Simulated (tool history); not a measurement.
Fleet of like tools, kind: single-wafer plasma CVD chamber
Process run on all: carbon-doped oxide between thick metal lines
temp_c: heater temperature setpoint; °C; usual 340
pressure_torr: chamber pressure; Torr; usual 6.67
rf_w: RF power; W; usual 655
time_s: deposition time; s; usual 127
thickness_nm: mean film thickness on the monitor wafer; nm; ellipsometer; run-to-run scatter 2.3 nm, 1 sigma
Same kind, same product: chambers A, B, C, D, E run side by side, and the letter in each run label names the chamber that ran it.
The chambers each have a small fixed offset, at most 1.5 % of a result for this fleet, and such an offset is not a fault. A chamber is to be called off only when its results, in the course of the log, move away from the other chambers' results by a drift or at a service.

run	hour	temp_c	pressure_torr	rf_w	time_s	read-back reference wafer on the same gauge, thickness_nm	thickness_nm
1E	9.1	340	6.67	655	127	710.25	793.64
2B	20.3	340	6.67	655	127	710.69	800.25
# hour 20.8: chamber B: thermocouple changed; heater temperature recalibrated
3A	29.3	340	6.67	655	127	710.98	798.34
4D	40.5	340	6.67	655	127	710.99	807.2
5C	49.5	340	6.67	655	127	710.57	801.21
# hour 57: chamber E: RF generator calibrated
6A	58.7	340	6.67	655	127	710.46	803.06
7D	66	340	6.67	655	127	711.6	814.75
8E	74	332	6.67	655	127	710.71	809.86
9B	84.5	332	6.67	655	127	711.07	821.85
10C	93.2	332	6.67	655	127	710.52	820.91
11D	99	332	6.67	655	127	711.1	823.91
12A	105.6	332	6.67	655	127	710.84	819.86
13C	111.1	340	6.67	655	127	710.43	798.13
14B	119.1	340	6.67	655	127	710.89	798.8
15E	127.9	340	6.67	655	127	710.71	791.75
16A	134.5	340	6.67	655	127	710.79	806.52
17D	146.1	340	6.67	655	127	710.86	799.82
18E	151.9	340	6.67	655	127	711.2	788.67
19B	162.3	340	6.67	655	127	710.74	800.32
20C	171.3	340	6.67	610	127	710.82	764.29
21B	180.9	340	6.67	610	127	711.06	766.62
22A	186.6	340	6.67	610	127	711.46	767.85
23D	198.7	340	6.67	610	127	711.44	764.89
24E	208.8	340	6.67	610	127	710.98	761.87
25C	220.5	340	6.67	655	127	710.95	804.5
26D	226.5	340	6.67	655	127	710.98	795.61
27C	236.8	340	6.67	655	127	711.48	799.12
28E	246	340	6.67	655	127	710.85	796.14
29B	258.6	340	6.67	655	127	711.09	802.86
30A	269	340	6.67	655	127	710.9	801.85
# hour 279.7: chamber D: capacitance manometer re-zeroed and calibrated
31C	281.5	340	6.67	655	127	710.65	803.5
32A	291.7	340	6.67	655	127	711.17	801.56
33E	299.6	340	6.67	655	127	711.35	793.62
34B	311.7	340	6.67	550	114	711.19	649.87
# hour 315: chamber B: RF generator calibrated
35D	317.5	340	6.67	550	114	711.08	637.12
36E	327.4	340	6.67	550	114	711.26	643.58
37D	335.9	340	6.67	550	114	710.55	631.38
38B	343.8	340	6.67	550	114	710.91	648.64
39A	356	340	6.67	655	127	710.9	802.13
40C	363.2	340	6.67	655	127	711.02	804.25
41B	372.1	340	6.67	655	127	710.34	802.91

Decide between three cases: one chamber stands off from its peers, the gauge reading all wafers drifts, or nothing is wrong past each chamber's small offset. Where a chamber is off, say which and what most likely put it there.

Chamber D drifts away from the others.
What lies behind it: delivered RF power below the setpoint (%) = 5.55.

Chamber D could run next with any of the 4 candidate recipes listed below; each alters the usual settings, and their results appear as question marks. Which one brings its results back in line with what the other chambers deliver on the usual settings?
To be in line, a result may differ from the other chambers' mean on the usual settings by at most: thickness_nm 8 nm
42D-1	381.2	354	6.67	655	127		?
42D-2	381.2	340	6.69	655	130		?
42D-3	381.2	340	6.67	700	127		?
42D-4	381.2	340	6.67	630	127		?

The mean the other chambers reach with the usual settings: thickness_nm 798.89 nm
run	thickness_nm
42D-1	753.06
42D-2	800.3
42D-3	813.17
42D-4	763.77
With 42D-2, the chamber falls back in line with the rest.
